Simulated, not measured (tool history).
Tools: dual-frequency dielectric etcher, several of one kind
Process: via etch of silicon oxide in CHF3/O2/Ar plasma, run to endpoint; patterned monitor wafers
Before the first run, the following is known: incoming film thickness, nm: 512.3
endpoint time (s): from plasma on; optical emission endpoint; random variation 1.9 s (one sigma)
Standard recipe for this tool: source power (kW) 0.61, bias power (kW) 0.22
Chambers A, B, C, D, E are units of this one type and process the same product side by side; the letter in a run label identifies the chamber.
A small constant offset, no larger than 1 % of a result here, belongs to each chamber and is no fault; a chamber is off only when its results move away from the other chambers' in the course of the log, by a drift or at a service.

run    day  source power (kW)  bias power (kW)  endpoint time (s)
 1D  0.208               0.61             0.22             243.73
 2C  0.517               0.61             0.22             239.01
     0.579  -- chamber E: wet clean of the chamber
 3B    0.7               0.61             0.22             236.86
 4E  0.904               0.61             0.22             242.89
 5A  1.054               0.61             0.22             240.09
 6A  1.208               0.61             0.22             239.48
 7E  1.388               0.61             0.22             239.13
 8D  1.625               0.61            0.256             230.08
 9C  1.858               0.61            0.256             230.32
10B  2.167               0.61            0.256              228.8
     2.408  -- chamber B: wet clean of the chamber
11A  2.421               0.61            0.256             226.73
12E  2.692               0.61            0.256             227.37
13D  2.858               0.61             0.22             240.76
14C  3.012               0.61             0.22             241.23
15B  3.167               0.61             0.22             243.02
16D  3.321               0.61             0.22             239.04
17A  3.483               0.48            0.173             286.03
18B  3.625               0.48            0.173             288.42
19C  3.804               0.48            0.173             289.92
20E  3.954               0.48            0.173             286.72
21D  4.092               0.48            0.173             283.83
22B  4.379               0.61             0.22              241.4
23C  4.633               0.61             0.22             240.97
24E  4.946               0.61             0.22              242.7
25A  5.254               0.61             0.22             238.64
     5.342  -- chamber A: source power generator calibrated
26A  5.492               0.61             0.22             244.62
27E  5.671               0.61             0.18             259.95
28D  5.883               0.61             0.18             258.53
29B  6.179               0.61             0.18             259.26
30C  6.362               0.61             0.18             258.63
31A   6.55               0.61             0.18              259.7
32C  6.804               0.61             0.22             240.78
33B  7.029               0.61             0.22             243.11
34E  7.304               0.48            0.251             250.92
35D  7.442               0.48            0.251             253.52
36E  7.662               0.48            0.251             253.42
37B  7.958               0.48            0.251             249.79
38D  8.108               0.48            0.251              250.9
39A  8.304               0.61             0.22             241.97
40C  8.571               0.61             0.22             244.65

Has any chamber moved away from the others, gradually or after a service, or does the common gauge drift, or do the chambers differ only by their own small steady offsets? State the chamber and the most likely cause if one applies.

All chambers stay in line apart from their small fixed offsets, and the gauge does not drift.

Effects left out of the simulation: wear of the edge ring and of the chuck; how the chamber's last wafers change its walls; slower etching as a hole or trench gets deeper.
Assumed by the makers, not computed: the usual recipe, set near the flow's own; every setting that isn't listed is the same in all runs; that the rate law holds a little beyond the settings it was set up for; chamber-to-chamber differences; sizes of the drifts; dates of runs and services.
